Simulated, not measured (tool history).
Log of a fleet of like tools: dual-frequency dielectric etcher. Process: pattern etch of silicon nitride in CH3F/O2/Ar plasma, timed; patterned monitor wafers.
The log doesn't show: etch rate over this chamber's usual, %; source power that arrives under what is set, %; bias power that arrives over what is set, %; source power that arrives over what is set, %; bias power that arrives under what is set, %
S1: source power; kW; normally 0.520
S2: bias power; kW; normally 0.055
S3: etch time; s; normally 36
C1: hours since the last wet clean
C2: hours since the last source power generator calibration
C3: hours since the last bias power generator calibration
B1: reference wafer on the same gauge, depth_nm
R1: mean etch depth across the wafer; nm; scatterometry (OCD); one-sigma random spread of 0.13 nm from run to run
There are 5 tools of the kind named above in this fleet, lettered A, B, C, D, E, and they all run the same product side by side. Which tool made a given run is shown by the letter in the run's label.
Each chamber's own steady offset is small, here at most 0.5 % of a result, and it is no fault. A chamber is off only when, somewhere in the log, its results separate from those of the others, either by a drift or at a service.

| run | day | S1 | S2 | S3 | C1 | C2 | C3 | B1 | R1 |
|---|---|---|---|---|---|---|---|---|---|
| 1D | 0.179 | 0.520 | 0.055 | 36 | 152.6 | 2815.3 | 163.7 | 23.667 | 25.385 |
|  | 0.208 | chamber E: bias power generator calibrated |
| 2B | 0.371 | 0.520 | 0.055 | 36 | 372.9 | 1019.5 | 590.4 | 23.663 | 25.713 |
| 3A | 0.542 | 0.520 | 0.055 | 36 | 191.0 | 1858.7 | 1198.0 | 23.720 | 25.245 |
| 4C | 0.758 | 0.520 | 0.055 | 36 | 487.8 | 494.5 | 543.5 | 23.706 | 25.363 |
| 5E | 1.008 | 0.520 | 0.055 | 36 | 86.2 | 1715.9 | 19.3 | 23.728 | 25.850 |
| 6C | 1.133 | 0.520 | 0.055 | 36 | 496.8 | 503.5 | 552.5 | 23.709 | 25.547 |
| 7A | 1.400 | 0.520 | 0.055 | 36 | 211.6 | 1879.3 | 1218.6 | 23.698 | 25.434 |
| 8E | 1.588 | 0.520 | 0.068 | 40 | 100.1 | 1729.8 | 33.2 | 23.673 | 30.333 |
| 9B | 1.838 | 0.520 | 0.068 | 40 | 408.1 | 1054.7 | 625.6 | 23.712 | 30.646 |
| 10D | 1.992 | 0.520 | 0.068 | 40 | 196.1 | 2858.8 | 207.2 | 23.683 | 30.335 |
| 11A | 2.225 | 0.520 | 0.068 | 40 | 231.4 | 1899.1 | 1238.4 | 23.696 | 30.543 |
| 12E | 2.371 | 0.520 | 0.068 | 40 | 118.9 | 1748.6 | 52.0 | 23.684 | 30.332 |
| 13C | 2.542 | 0.520 | 0.055 | 36 | 530.6 | 537.3 | 586.3 | 23.690 | 25.472 |
| 14D | 2.796 | 0.520 | 0.055 | 36 | 215.4 | 2878.1 | 226.5 | 23.722 | 25.385 |
| 15B | 2.912 | 0.520 | 0.055 | 36 | 433.9 | 1080.5 | 651.4 | 23.725 | 25.663 |
| 16E | 3.171 | 0.520 | 0.055 | 36 | 138.1 | 1767.8 | 71.2 | 23.710 | 25.666 |
| 17D | 3.325 | 0.520 | 0.055 | 36 | 228.1 | 2890.8 | 239.2 | 23.727 | 25.574 |
| 18A | 3.471 | 0.520 | 0.055 | 36 | 261.3 | 1929.0 | 1268.3 | 23.706 | 25.272 |
| 19C | 3.662 | 0.520 | 0.055 | 36 | 557.5 | 564.2 | 613.2 | 23.697 | 25.322 |
| 20B | 3.796 | 0.520 | 0.055 | 36 | 455.1 | 1101.7 | 672.6 | 23.695 | 25.639 |
| 21C | 4.062 | 0.520 | 0.055 | 36 | 567.1 | 573.8 | 622.8 | 23.697 | 25.564 |
| 22D | 4.196 | 0.520 | 0.055 | 36 | 249.0 | 2911.7 | 260.1 | 23.710 | 25.585 |
| 23B | 4.392 | 0.520 | 0.055 | 36 | 469.4 | 1116.0 | 686.9 | 23.718 | 25.448 |
|  | 4.517 | chamber C: wet clean of the chamber |
| 24A | 4.583 | 0.520 | 0.055 | 36 | 288.0 | 1955.7 | 1295.0 | 23.696 | 25.161 |
| 25E | 4.812 | 0.520 | 0.055 | 36 | 177.5 | 1807.2 | 110.6 | 23.709 | 25.806 |
| 26A | 4.967 | 0.520 | 0.055 | 36 | 297.2 | 1964.9 | 1304.2 | 23.691 | 25.339 |
| 27E | 5.179 | 0.520 | 0.055 | 36 | 186.3 | 1816.0 | 119.4 | 23.712 | 25.316 |
| 28C | 5.292 | 0.520 | 0.055 | 36 | 18.7 | 603.3 | 652.3 | 23.703 | 25.616 |
| 29B | 5.483 | 0.520 | 0.055 | 36 | 495.6 | 1142.2 | 713.1 | 23.711 | 25.506 |
|  | 5.550 | chamber B: wet clean of the chamber |
| 30D | 5.629 | 0.520 | 0.055 | 36 | 283.4 | 2946.1 | 294.5 | 23.736 | 25.605 |
| 31B | 5.879 | 0.520 | 0.055 | 36 | 8.0 | 1151.7 | 722.6 | 23.710 | 25.626 |
| 32E | 6.108 | 0.520 | 0.055 | 36 | 208.6 | 1838.3 | 141.7 | 23.670 | 25.577 |
| 33D | 6.283 | 0.620 | 0.060 | 36 | 299.1 | 2961.8 | 310.2 | 23.695 | 28.150 |
| 34A | 6.429 | 0.620 | 0.060 | 36 | 332.3 | 2000.0 | 1339.3 | 23.678 | 27.957 |

One chamber off, gauge drift, or nothing amiss beyond the chambers' own small offsets? If it is a chamber, which one, and what is the likeliest cause?

Beyond each chamber's small constant offset nothing stands out, and the gauge stays steady.

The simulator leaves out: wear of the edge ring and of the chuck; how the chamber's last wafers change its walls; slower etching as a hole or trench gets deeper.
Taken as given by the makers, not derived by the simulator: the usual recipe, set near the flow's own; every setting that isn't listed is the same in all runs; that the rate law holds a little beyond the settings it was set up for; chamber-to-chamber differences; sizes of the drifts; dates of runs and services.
